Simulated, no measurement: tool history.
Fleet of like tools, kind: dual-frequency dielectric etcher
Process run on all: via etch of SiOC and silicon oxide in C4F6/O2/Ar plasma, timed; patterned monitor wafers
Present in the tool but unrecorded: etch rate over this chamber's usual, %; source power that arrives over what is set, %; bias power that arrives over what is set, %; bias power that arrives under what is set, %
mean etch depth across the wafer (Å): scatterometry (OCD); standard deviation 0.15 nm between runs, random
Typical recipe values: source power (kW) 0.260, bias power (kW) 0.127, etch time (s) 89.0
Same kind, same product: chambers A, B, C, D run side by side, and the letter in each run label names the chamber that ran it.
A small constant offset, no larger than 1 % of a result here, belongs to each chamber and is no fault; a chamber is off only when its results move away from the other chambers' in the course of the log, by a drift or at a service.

| run | hour | source power (kW) | bias power (kW) | etch time (s) | hours since the last wet clean | hours since the last source power generator calibration | hours since the last bias power generator calibration | read-back reference wafer on the same gauge, depth_nm | mean etch depth across the wafer (Å) |
|---|---|---|---|---|---|---|---|---|---|
| 1A | 4.0 | 0.260 | 0.127 | 89.0 | 84.8 | 2456.6 | 2121.1 | 69.184 | 768.73 |
| 2C | 6.4 | 0.260 | 0.127 | 89.0 | 561.2 | 503.3 | 1995.5 | 69.225 | 762.91 |
| 3D | 9.8 | 0.260 | 0.127 | 89.0 | 590.0 | 2659.5 | 178.7 | 69.175 | 765.83 |
| 4B | 12.6 | 0.260 | 0.127 | 89.0 | 374.6 | 3470.7 | 3892.3 | 69.198 | 755.37 |
| 5C | 17.2 | 0.260 | 0.127 | 89.0 | 572.0 | 514.1 | 2006.3 | 69.231 | 765.11 |
| 6B | 19.6 | 0.260 | 0.127 | 89.0 | 381.6 | 3477.7 | 3899.3 | 69.206 | 755.58 |
| 7A | 22.7 | 0.260 | 0.127 | 89.0 | 103.5 | 2475.3 | 2139.8 | 69.175 | 765.80 |
| 8D | 26.8 | 0.260 | 0.127 | 89.0 | 607.0 | 2676.5 | 195.7 | 69.223 | 765.63 |
|  | 27.3 | chamber B: wet clean of the chamber |
| 9D | 32.1 | 0.260 | 0.127 | 89.0 | 612.3 | 2681.8 | 201.0 | 69.233 | 768.12 |
| 10C | 35.1 | 0.260 | 0.127 | 89.0 | 589.9 | 532.0 | 2024.2 | 69.170 | 763.36 |
| 11A | 39.8 | 0.260 | 0.104 | 67.5 | 120.6 | 2492.4 | 2156.9 | 69.219 | 548.94 |
| 12B | 42.7 | 0.260 | 0.104 | 67.5 | 15.4 | 3500.8 | 3922.4 | 69.167 | 539.36 |
| 13B | 45.9 | 0.260 | 0.104 | 67.5 | 18.6 | 3504.0 | 3925.6 | 69.203 | 538.91 |
|  | 49.7 | chamber D: wet clean of the chamber |
| 14A | 50.9 | 0.260 | 0.104 | 67.5 | 131.7 | 2503.5 | 2168.0 | 69.214 | 549.10 |
| 15C | 53.3 | 0.260 | 0.127 | 89.0 | 608.1 | 550.2 | 2042.4 | 69.170 | 762.55 |
| 16D | 57.0 | 0.260 | 0.127 | 89.0 | 7.3 | 2706.7 | 225.9 | 69.217 | 764.90 |
| 17A | 59.6 | 0.260 | 0.127 | 89.0 | 140.4 | 2512.2 | 2176.7 | 69.203 | 770.22 |
| 18D | 62.4 | 0.260 | 0.127 | 89.0 | 12.7 | 2712.1 | 231.3 | 69.170 | 767.96 |
|  | 63.6 | chamber C: wet clean of the chamber |
| 19B | 67.3 | 0.260 | 0.127 | 89.0 | 40.0 | 3525.4 | 3947.0 | 69.209 | 754.19 |
| 20C | 70.8 | 0.260 | 0.127 | 89.0 | 7.2 | 567.7 | 2059.9 | 69.168 | 784.73 |
| 21C | 73.7 | 0.260 | 0.127 | 89.0 | 10.1 | 570.6 | 2062.8 | 69.215 | 782.56 |
| 22B | 77.5 | 0.260 | 0.127 | 89.0 | 50.2 | 3535.6 | 3957.2 | 69.195 | 756.34 |
| 23A | 82.2 | 0.260 | 0.127 | 89.0 | 163.0 | 2534.8 | 2199.3 | 69.207 | 767.77 |
| 24D | 87.5 | 0.260 | 0.127 | 89.0 | 37.8 | 2737.2 | 256.4 | 69.215 | 765.25 |
| 25D | 91.7 | 0.260 | 0.127 | 89.0 | 42.0 | 2741.4 | 260.6 | 69.213 | 765.00 |
| 26A | 94.8 | 0.260 | 0.127 | 89.0 | 175.6 | 2547.4 | 2211.9 | 69.191 | 767.89 |
| 27B | 97.5 | 0.260 | 0.103 | 63.0 | 70.2 | 3555.6 | 3977.2 | 69.211 | 500.46 |
| 28C | 102.3 | 0.260 | 0.103 | 63.0 | 38.7 | 599.2 | 2091.4 | 69.225 | 519.31 |
| 29B | 105.6 | 0.260 | 0.103 | 63.0 | 78.3 | 3563.7 | 3985.3 | 69.159 | 502.95 |
| 30C | 108.1 | 0.260 | 0.103 | 63.0 | 44.5 | 605.0 | 2097.2 | 69.226 | 522.32 |

All chambers now run identical settings, listed one chamber a line with results as question marks. What results will each chamber show?
| 31A | 112.0 | 0.260 | 0.127 | 89.0 |  |  |  |  | ? |
| 31B | 112.0 | 0.260 | 0.127 | 89.0 |  |  |  |  | ? |
| 31C | 112.0 | 0.260 | 0.127 | 89.0 |  |  |  |  | ? |
| 31D | 112.0 | 0.260 | 0.127 | 89.0 |  |  |  |  | ? |

| run | mean etch depth across the wafer (Å) |
|---|---|
| 31A | 767.40 |
| 31B | 753.24 |
| 31C | 782.50 |
| 31D | 766.31 |
